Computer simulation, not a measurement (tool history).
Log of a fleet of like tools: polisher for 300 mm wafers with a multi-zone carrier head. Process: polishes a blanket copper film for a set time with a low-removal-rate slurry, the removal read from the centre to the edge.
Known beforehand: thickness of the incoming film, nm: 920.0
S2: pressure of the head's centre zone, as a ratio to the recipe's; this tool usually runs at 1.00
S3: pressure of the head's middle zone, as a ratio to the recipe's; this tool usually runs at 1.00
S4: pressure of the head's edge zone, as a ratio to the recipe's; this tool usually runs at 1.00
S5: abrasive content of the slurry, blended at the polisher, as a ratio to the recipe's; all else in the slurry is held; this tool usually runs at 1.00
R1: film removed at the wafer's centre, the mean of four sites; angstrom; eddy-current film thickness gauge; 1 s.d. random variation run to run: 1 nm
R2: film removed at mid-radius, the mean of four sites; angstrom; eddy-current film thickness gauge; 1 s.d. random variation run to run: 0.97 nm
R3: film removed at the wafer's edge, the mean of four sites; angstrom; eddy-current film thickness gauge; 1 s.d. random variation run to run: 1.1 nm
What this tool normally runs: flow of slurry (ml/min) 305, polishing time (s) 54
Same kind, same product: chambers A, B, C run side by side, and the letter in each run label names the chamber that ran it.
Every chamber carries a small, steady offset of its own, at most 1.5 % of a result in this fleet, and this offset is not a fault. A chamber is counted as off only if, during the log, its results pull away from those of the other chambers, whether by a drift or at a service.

-- hour=0.7 chamber C: worn pad replaced by a new one
run 1C hour=6.9 | flow_of_slurry_(ml/min)=305 S2=1.00 S3=1.00 S4=1.00 S5=1.00 polishing_time_(s)=54 | R1=863.87 R2=871.66 R3=850.65
run 2A hour=14.1 | flow_of_slurry_(ml/min)=305 S2=1.00 S3=1.00 S4=1.00 S5=1.00 polishing_time_(s)=54 | R1=864.56 R2=869.74 R3=871.71
run 3B hour=20.1 | flow_of_slurry_(ml/min)=305 S2=1.00 S3=1.00 S4=1.00 S5=1.00 polishing_time_(s)=54 | R1=862.10 R2=856.80 R3=873.99
-- hour=23.0 chamber B: worn pad replaced by a new one
run 4C hour=28.2 | flow_of_slurry_(ml/min)=305 S2=1.00 S3=1.00 S4=1.00 S5=1.00 polishing_time_(s)=54 | R1=844.02 R2=869.84 R3=844.31
run 5A hour=40.0 | flow_of_slurry_(ml/min)=305 S2=1.00 S3=1.00 S4=1.00 S5=1.00 polishing_time_(s)=54 | R1=887.90 R2=853.91 R3=861.55
run 6B hour=47.1 | flow_of_slurry_(ml/min)=305 S2=1.00 S3=1.12 S4=1.00 S5=1.10 polishing_time_(s)=54 | R1=882.99 R2=970.53 R3=890.68
run 7A hour=59.6 | flow_of_slurry_(ml/min)=305 S2=1.00 S3=1.12 S4=1.00 S5=1.10 polishing_time_(s)=54 | R1=883.36 R2=981.53 R3=863.59
run 8B hour=66.7 | flow_of_slurry_(ml/min)=305 S2=1.00 S3=1.12 S4=1.00 S5=1.10 polishing_time_(s)=54 | R1=891.39 R2=968.84 R3=881.68
-- hour=69.1 chamber C: worn pad replaced by a new one
run 9C hour=78.1 | flow_of_slurry_(ml/min)=305 S2=1.00 S3=1.00 S4=1.04 S5=0.75 polishing_time_(s)=54 | R1=826.85 R2=824.26 R3=803.05
-- hour=78.3 chamber A: worn pad replaced by a new one
run 10C hour=91.7 | flow_of_slurry_(ml/min)=305 S2=1.00 S3=1.00 S4=1.04 S5=0.75 polishing_time_(s)=54 | R1=796.31 R2=820.14 R3=841.52
run 11A hour=104.4 | flow_of_slurry_(ml/min)=305 S2=1.00 S3=1.00 S4=1.04 S5=0.75 polishing_time_(s)=54 | R1=829.64 R2=803.93 R3=831.56
-- hour=105.1 chamber B: worn pad replaced by a new one
run 12B hour=113.5 | flow_of_slurry_(ml/min)=305 S2=1.00 S3=1.00 S4=1.00 S5=1.00 polishing_time_(s)=54 | R1=865.13 R2=850.21 R3=861.34
run 13B hour=122.3 | flow_of_slurry_(ml/min)=305 S2=1.00 S3=1.00 S4=1.00 S5=1.00 polishing_time_(s)=54 | R1=853.94 R2=845.98 R3=879.10
run 14A hour=133.9 | flow_of_slurry_(ml/min)=305 S2=1.00 S3=1.00 S4=1.00 S5=1.00 polishing_time_(s)=54 | R1=855.49 R2=858.38 R3=854.09
run 15C hour=142.2 | flow_of_slurry_(ml/min)=400 S2=1.00 S3=1.00 S4=1.00 S5=1.00 polishing_time_(s)=54 | R1=884.91 R2=887.52 R3=857.36
-- hour=146.1 chamber C: worn pad replaced by a new one
run 16C hour=151.8 | flow_of_slurry_(ml/min)=400 S2=1.00 S3=1.00 S4=1.00 S5=1.00 polishing_time_(s)=54 | R1=889.44 R2=884.50 R3=867.10
run 17A hour=161.9 | flow_of_slurry_(ml/min)=400 S2=1.00 S3=1.00 S4=1.00 S5=1.00 polishing_time_(s)=54 | R1=873.27 R2=863.39 R3=881.29
-- hour=166.8 chamber A: worn pad replaced by a new one
run 18B hour=174.6 | flow_of_slurry_(ml/min)=305 S2=1.00 S3=1.00 S4=1.00 S5=1.00 polishing_time_(s)=54 | R1=868.16 R2=844.24 R3=876.46
-- hour=178.2 chamber B: slurry nozzle cleaned
run 19C hour=187.1 | flow_of_slurry_(ml/min)=305 S2=0.94 S3=1.00 S4=1.07 S5=1.00 polishing_time_(s)=54 | R1=808.79 R2=869.35 R3=887.67
-- hour=191.1 chamber B: worn pad replaced by a new one
run 20A hour=193.7 | flow_of_slurry_(ml/min)=305 S2=0.94 S3=1.00 S4=1.07 S5=1.00 polishing_time_(s)=54 | R1=798.11 R2=860.15 R3=890.16
run 21B hour=200.2 | flow_of_slurry_(ml/min)=305 S2=0.94 S3=1.00 S4=1.07 S5=1.00 polishing_time_(s)=54 | R1=804.17 R2=851.76 R3=892.80
run 22A hour=211.2 | flow_of_slurry_(ml/min)=305 S2=1.00 S3=1.00 S4=1.00 S5=1.00 polishing_time_(s)=54 | R1=880.47 R2=855.86 R3=856.48
run 23B hour=222.4 | flow_of_slurry_(ml/min)=305 S2=1.00 S3=1.00 S4=1.00 S5=1.00 polishing_time_(s)=54 | R1=855.22 R2=855.59 R3=878.07
-- hour=226.3 chamber C: worn pad replaced by a new one
run 24C hour=232.5 | flow_of_slurry_(ml/min)=305 S2=1.00 S3=1.00 S4=1.00 S5=1.00 polishing_time_(s)=54 | R1=853.79 R2=867.33 R3=860.76
run 25C hour=238.5 | flow_of_slurry_(ml/min)=305 S2=1.00 S3=1.00 S4=1.00 S5=1.15 polishing_time_(s)=54 | R1=881.65 R2=888.59 R3=886.76
run 26A hour=246.9 | flow_of_slurry_(ml/min)=305 S2=1.00 S3=1.00 S4=1.00 S5=1.15 polishing_time_(s)=54 | R1=900.52 R2=872.30 R3=895.88
run 27B hour=257.9 | flow_of_slurry_(ml/min)=305 S2=1.00 S3=1.00 S4=1.00 S5=1.15 polishing_time_(s)=54 | R1=906.26 R2=882.16 R3=879.26
-- hour=266.7 chamber C: centre zone pressure recalibrated
run 28B hour=269.4 | flow_of_slurry_(ml/min)=305 S2=1.00 S3=1.00 S4=1.00 S5=1.00 polishing_time_(s)=54 | R1=846.09 R2=835.27 R3=879.45
-- hour=272.6 chamber A: worn pad replaced by a new one
run 29C hour=277.1 | flow_of_slurry_(ml/min)=305 S2=1.00 S3=1.00 S4=1.00 S5=1.00 polishing_time_(s)=54 | R1=852.79 R2=886.36 R3=834.68
-- hour=284.8 chamber B: worn pad replaced by a new one
run 30A hour=286.3 | flow_of_slurry_(ml/min)=305 S2=1.00 S3=1.00 S4=1.00 S5=1.00 polishing_time_(s)=54 | R1=877.41 R2=842.26 R3=882.02
-- hour=293.8 chamber C: worn pad replaced by a new one
run 31A hour=295.4 | flow_of_slurry_(ml/min)=305 S2=1.00 S3=1.00 S4=1.00 S5=1.00 polishing_time_(s)=54 | R1=863.57 R2=860.39 R3=849.00
-- hour=305.7 chamber B: centre zone pressure recalibrated
run 32C hour=307.3 | flow_of_slurry_(ml/min)=305 S2=0.93 S3=1.00 S4=1.00 S5=1.10 polishing_time_(s)=54 | R1=807.03 R2=904.89 R3=886.40
run 33B hour=317.2 | flow_of_slurry_(ml/min)=305 S2=0.93 S3=1.00 S4=1.00 S5=1.10 polishing_time_(s)=54 | R1=803.47 R2=882.61 R3=899.93
run 34B hour=325.2 | flow_of_slurry_(ml/min)=305 S2=0.93 S3=1.00 S4=1.00 S5=1.10 polishing_time_(s)=54 | R1=815.21 R2=861.77 R3=893.82
run 35C hour=331.4 | flow_of_slurry_(ml/min)=305 S2=1.00 S3=1.00 S4=1.00 S5=1.00 polishing_time_(s)=54 | R1=867.58 R2=852.59 R3=830.49
run 36A hour=342.8 | flow_of_slurry_(ml/min)=305 S2=1.00 S3=1.00 S4=1.00 S5=1.00 polishing_time_(s)=54 | R1=869.86 R2=840.95 R3=864.08
run 37C hour=349.3 | flow_of_slurry_(ml/min)=305 S2=1.00 S3=1.00 S4=1.00 S5=1.00 polishing_time_(s)=54 | R1=839.53 R2=870.92 R3=863.34
-- hour=353.5 chamber A: worn pad replaced by a new one
run 38A hour=362.9 | flow_of_slurry_(ml/min)=305 S2=1.00 S3=1.00 S4=1.00 S5=1.00 polishing_time_(s)=54 | R1=859.24 R2=844.74 R3=864.21
run 39B hour=372.9 | flow_of_slurry_(ml/min)=305 S2=1.00 S3=1.00 S4=1.00 S5=1.00 polishing_time_(s)=54 | R1=880.25 R2=850.29 R3=869.89
-- hour=376.0 chamber B: worn pad replaced by a new one
run 40B hour=383.2 | flow_of_slurry_(ml/min)=305 S2=1.12 S3=0.91 S4=1.00 S5=1.00 polishing_time_(s)=54 | R1=972.29 R2=773.55 R3=862.45

What goes on in this fleet: one chamber off, a drifting gauge, or nothing beyond the chambers' own small offsets? Name the chamber and the cause, if any.

Beyond each chamber's small constant offset nothing stands out, and the gauge stays steady.
